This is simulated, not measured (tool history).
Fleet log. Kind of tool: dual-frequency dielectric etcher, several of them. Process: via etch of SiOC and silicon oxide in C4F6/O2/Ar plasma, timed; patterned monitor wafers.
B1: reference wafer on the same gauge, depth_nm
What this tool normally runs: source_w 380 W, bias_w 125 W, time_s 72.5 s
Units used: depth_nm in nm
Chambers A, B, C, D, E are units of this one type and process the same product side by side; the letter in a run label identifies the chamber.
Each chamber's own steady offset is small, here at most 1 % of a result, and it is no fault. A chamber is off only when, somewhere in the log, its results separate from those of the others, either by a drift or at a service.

At hour 0.2: chamber D: wet clean of the chamber.
Run 1C, hour 3.7: usual settings; B1 82.407. Result: depth_nm 71.684 nm.
Run 2E, hour 8.4: usual settings; B1 82.348. Result: depth_nm 72.022 nm.
Run 3B, hour 14.3: usual settings; B1 82.342. Result: depth_nm 72.37 nm.
Run 4D, hour 20.1: usual settings; B1 82.347. Result: depth_nm 71.392 nm.
Run 5A, hour 23.9: usual settings; B1 82.351. Result: depth_nm 71.866 nm.
Run 6D, hour 27.7: usual settings; B1 82.339. Result: depth_nm 71.521 nm.
Run 7C, hour 32.8: usual settings; B1 82.344. Result: depth_nm 71.782 nm.
Run 8E, hour 36.7: usual settings; B1 82.283. Result: depth_nm 72.004 nm.
Run 9A, hour 41.5: usual settings; B1 82.297. Result: depth_nm 71.706 nm.
Run 10B, hour 47.2: usual settings; B1 82.274. Result: depth_nm 72.205 nm.
Run 11C, hour 53.5: usual settings; B1 82.261. Result: depth_nm 71.526 nm.
Run 12A, hour 61: usual settings but bias_w 106 W; B1 82.24. Result: depth_nm 68.132 nm.
Run 13E, hour 67: usual settings but bias_w 106 W; B1 82.227. Result: depth_nm 68.275 nm.
Run 14D, hour 74.5: usual settings but bias_w 106 W; B1 82.2. Result: depth_nm 68.17 nm.
Run 15B, hour 79.3: usual settings but bias_w 106 W; B1 82.188. Result: depth_nm 68.985 nm.
Run 16B, hour 85.1: usual settings but bias_w 106 W; B1 82.164. Result: depth_nm 68.913 nm.
At hour 86.5: chamber A: wet clean of the chamber.
Run 17E, hour 91.7: usual settings; B1 82.166. Result: depth_nm 72.027 nm.
Run 18A, hour 95.2: usual settings; B1 82.12. Result: depth_nm 71.647 nm.
Run 19D, hour 100.4: usual settings; B1 82.132. Result: depth_nm 71.309 nm.
Run 20C, hour 107.6: usual settings; B1 82.098. Result: depth_nm 71.323 nm.
Run 21A, hour 114.1: usual settings; B1 82.094. Result: depth_nm 71.5 nm.
At hour 117.2: chamber B: bias power generator calibrated.
Run 22B, hour 121.4: usual settings; B1 82.042. Result: depth_nm 72.12 nm.
Run 23C, hour 127.3: usual settings; B1 82.007. Result: depth_nm 71.516 nm.
At hour 130.4: chamber D: source power generator calibrated.
Run 24D, hour 133.9: usual settings; B1 82.055. Result: depth_nm 71.367 nm.
Run 25E, hour 139.2: usual settings; B1 82.015. Result: depth_nm 71.763 nm.
Run 26D, hour 146.7: usual settings; B1 82.011. Result: depth_nm 71.373 nm.
Run 27C, hour 152.2: usual settings; B1 81.998. Result: depth_nm 71.356 nm.
Run 28A, hour 157.6: usual settings; B1 81.943. Result: depth_nm 71.449 nm.
Run 29E, hour 164.4: usual settings; B1 81.968. Result: depth_nm 71.66 nm.
Run 30B, hour 169.3: usual settings; B1 81.928. Result: depth_nm 71.93 nm.
Run 31A, hour 174.6: usual settings; B1 81.905. Result: depth_nm 71.263 nm.
Run 32D, hour 180.1: usual settings; B1 81.919. Result: depth_nm 71.005 nm.
Run 33B, hour 183.9: usual settings; B1 81.853. Result: depth_nm 71.911 nm.

One chamber off, gauge drift, or nothing amiss beyond the chambers' own small offsets? If it is a chamber, which one, and what is the likeliest cause?

Gauge drift. The chambers move together only on paper, and none stands off.
Most likely cause: gauge reads low (%) = 0.622.
